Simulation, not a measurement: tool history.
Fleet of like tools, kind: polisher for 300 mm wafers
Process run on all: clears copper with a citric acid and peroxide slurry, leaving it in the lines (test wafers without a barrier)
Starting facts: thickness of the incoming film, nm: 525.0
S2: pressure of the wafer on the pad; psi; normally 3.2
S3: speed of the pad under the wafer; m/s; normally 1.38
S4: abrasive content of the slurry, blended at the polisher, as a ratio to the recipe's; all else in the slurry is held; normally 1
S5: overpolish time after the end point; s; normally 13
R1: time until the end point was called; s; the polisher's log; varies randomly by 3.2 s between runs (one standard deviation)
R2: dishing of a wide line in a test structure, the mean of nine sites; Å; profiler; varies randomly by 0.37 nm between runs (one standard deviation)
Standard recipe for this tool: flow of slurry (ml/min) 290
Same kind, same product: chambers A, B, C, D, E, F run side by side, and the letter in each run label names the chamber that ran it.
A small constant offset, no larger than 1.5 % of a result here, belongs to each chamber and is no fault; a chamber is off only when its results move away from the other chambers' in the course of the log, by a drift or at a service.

run 1C day=0.342 | flow_of_slurry_(ml/min)=290 S2=3.2 S3=1.38 S4=1 S5=13 | R1=173.93 R2=229.49
run 2B day=0.758 | flow_of_slurry_(ml/min)=290 S2=3.2 S3=1.38 S4=1 S5=13 | R1=173.37 R2=226.97
-- day=0.896 chamber C: slurry blender recalibrated
run 3F day=1.062 | flow_of_slurry_(ml/min)=290 S2=3.2 S3=1.38 S4=1 S5=13 | R1=172.84 R2=230.16
-- day=1.346 chamber A: head pressure recalibrated
run 4D day=1.504 | flow_of_slurry_(ml/min)=290 S2=3.2 S3=1.38 S4=1 S5=13 | R1=171.87 R2=229.2
run 5A day=1.729 | flow_of_slurry_(ml/min)=290 S2=3.2 S3=1.38 S4=1 S5=13 | R1=169.99 R2=232.53
-- day=2.017 chamber E: slurry blender recalibrated
run 6E day=2.204 | flow_of_slurry_(ml/min)=290 S2=3.2 S3=1.38 S4=1 S5=13 | R1=172.76 R2=232.14
run 7D day=2.479 | flow_of_slurry_(ml/min)=290 S2=3.2 S3=1.38 S4=1 S5=13 | R1=178.74 R2=230.25
-- day=2.729 chamber B: worn pad replaced by a new one
-- day=2.879 chamber F: worn pad replaced by a new one
run 8C day=2.942 | flow_of_slurry_(ml/min)=290 S2=3.2 S3=1.38 S4=1 S5=13 | R1=172.06 R2=231.72
run 9A day=3.408 | flow_of_slurry_(ml/min)=290 S2=3.2 S3=1.38 S4=1 S5=13 | R1=174.98 R2=229.53
-- day=3.542 chamber E: worn pad replaced by a new one
run 10E day=3.812 | flow_of_slurry_(ml/min)=290 S2=3.2 S3=1.38 S4=1 S5=13 | R1=178.73 R2=232.47
-- day=3.946 chamber A: worn pad replaced by a new one
run 11B day=4.058 | flow_of_slurry_(ml/min)=290 S2=3.2 S3=1.38 S4=1 S5=13 | R1=174.9 R2=231.2
run 12F day=4.317 | flow_of_slurry_(ml/min)=290 S2=3.2 S3=1.38 S4=1 S5=13 | R1=168.39 R2=228.51
run 13C day=4.721 | flow_of_slurry_(ml/min)=290 S2=3.2 S3=1.38 S4=1 S5=13 | R1=174.39 R2=230.03
-- day=4.729 chamber C: worn pad replaced by a new one
run 14B day=5.021 | flow_of_slurry_(ml/min)=290 S2=3.2 S3=1.38 S4=1 S5=13 | R1=179.45 R2=228.12
run 15F day=5.329 | flow_of_slurry_(ml/min)=290 S2=3.2 S3=1.38 S4=1 S5=13 | R1=172.46 R2=229.18
run 16A day=5.708 | flow_of_slurry_(ml/min)=290 S2=3.2 S3=1.38 S4=1 S5=19 | R1=173.68 R2=295.07
run 17E day=6.2 | flow_of_slurry_(ml/min)=290 S2=3.2 S3=1.38 S4=1 S5=19 | R1=168.69 R2=302.36
-- day=6.425 chamber A: slurry nozzle cleaned
run 18D day=6.679 | flow_of_slurry_(ml/min)=290 S2=3.2 S3=1.38 S4=1 S5=19 | R1=173.58 R2=287.29
run 19D day=7.171 | flow_of_slurry_(ml/min)=290 S2=3.2 S3=1.38 S4=1 S5=19 | R1=177.44 R2=292.69
-- day=7.296 chamber E: slurry nozzle cleaned
-- day=7.417 chamber D: slurry blender recalibrated
run 20A day=7.462 | flow_of_slurry_(ml/min)=290 S2=3.2 S3=1.38 S4=1 S5=19 | R1=172.08 R2=298.34
-- day=7.738 chamber B: slurry blender recalibrated
run 21E day=7.771 | flow_of_slurry_(ml/min)=290 S2=3.2 S3=1.38 S4=1 S5=19 | R1=168.8 R2=296.24
-- day=8.008 chamber D: slurry nozzle cleaned
run 22C day=8.092 | flow_of_slurry_(ml/min)=290 S2=3.2 S3=1.38 S4=1 S5=13 | R1=172.2 R2=226
-- day=8.225 chamber C: slurry blender recalibrated
run 23F day=8.529 | flow_of_slurry_(ml/min)=290 S2=3.2 S3=1.38 S4=1 S5=13 | R1=171.23 R2=232.64
run 24B day=8.854 | flow_of_slurry_(ml/min)=290 S2=3.7 S3=1.38 S4=1 S5=13 | R1=147.03 R2=252.78
-- day=9.117 chamber D: worn pad replaced by a new one
run 25A day=9.192 | flow_of_slurry_(ml/min)=290 S2=3.7 S3=1.38 S4=1 S5=13 | R1=146.41 R2=258.22
-- day=9.25 chamber B: worn pad replaced by a new one
-- day=9.5 chamber A: worn pad replaced by a new one
run 26E day=9.7 | flow_of_slurry_(ml/min)=290 S2=3.7 S3=1.38 S4=1 S5=13 | R1=153.03 R2=253.78
run 27B day=9.95 | flow_of_slurry_(ml/min)=290 S2=3.7 S3=1.38 S4=1 S5=13 | R1=153.47 R2=248.85
run 28D day=10.225 | flow_of_slurry_(ml/min)=290 S2=3.7 S3=1.38 S4=1 S5=13 | R1=150.24 R2=261.65
run 29F day=10.558 | flow_of_slurry_(ml/min)=290 S2=3.7 S3=1.38 S4=1 S5=13 | R1=145.3 R2=260.37
run 30C day=10.871 | flow_of_slurry_(ml/min)=290 S2=3.2 S3=1.38 S4=1 S5=13 | R1=176.46 R2=237.8
run 31C day=11.229 | flow_of_slurry_(ml/min)=200 S2=3.2 S3=1.38 S4=1 S5=13 | R1=183.1 R2=225.34
-- day=11.483 chamber A: slurry blender recalibrated
run 32F day=11.658 | flow_of_slurry_(ml/min)=200 S2=3.2 S3=1.38 S4=1 S5=13 | R1=175.68 R2=221.93
-- day=11.946 chamber E: head pressure recalibrated
run 33D day=12.121 | flow_of_slurry_(ml/min)=200 S2=3.2 S3=1.38 S4=1 S5=13 | R1=177.28 R2=221.36
run 34B day=12.4 | flow_of_slurry_(ml/min)=200 S2=3.2 S3=1.38 S4=1 S5=13 | R1=185.74 R2=223.66
-- day=12.633 chamber E: worn pad replaced by a new one
run 35E day=12.679 | flow_of_slurry_(ml/min)=200 S2=3.2 S3=1.38 S4=1 S5=13 | R1=183.01 R2=221.15
run 36A day=13.058 | flow_of_slurry_(ml/min)=200 S2=3.2 S3=1.38 S4=1 S5=13 | R1=179.43 R2=226.87
run 37E day=13.562 | flow_of_slurry_(ml/min)=290 S2=3.2 S3=1.38 S4=1 S5=13 | R1=173.16 R2=234.77

Each of the 6 chambers runs these same settings next. Fill in every chamber's results:
run 38A day=13.929 | flow_of_slurry_(ml/min)=290 S2=3.2 S3=1.38 S4=1 S5=8 | R1=? R2=?
run 38B day=13.929 | flow_of_slurry_(ml/min)=290 S2=3.2 S3=1.38 S4=1 S5=8 | R1=? R2=?
run 38C day=13.929 | flow_of_slurry_(ml/min)=290 S2=3.2 S3=1.38 S4=1 S5=8 | R1=? R2=?
run 38D day=13.929 | flow_of_slurry_(ml/min)=290 S2=3.2 S3=1.38 S4=1 S5=8 | R1=? R2=?
run 38E day=13.929 | flow_of_slurry_(ml/min)=290 S2=3.2 S3=1.38 S4=1 S5=8 | R1=? R2=?
run 38F day=13.929 | flow_of_slurry_(ml/min)=290 S2=3.2 S3=1.38 S4=1 S5=8 | R1=? R2=?

run=38A R1=170.19 R2=160.06
run=38B R1=170.97 R2=160.27
run=38C R1=173.79 R2=160.95
run=38D R1=171.7 R2=156.37
run=38E R1=171.42 R2=165
run=38F R1=173.59 R2=163.46

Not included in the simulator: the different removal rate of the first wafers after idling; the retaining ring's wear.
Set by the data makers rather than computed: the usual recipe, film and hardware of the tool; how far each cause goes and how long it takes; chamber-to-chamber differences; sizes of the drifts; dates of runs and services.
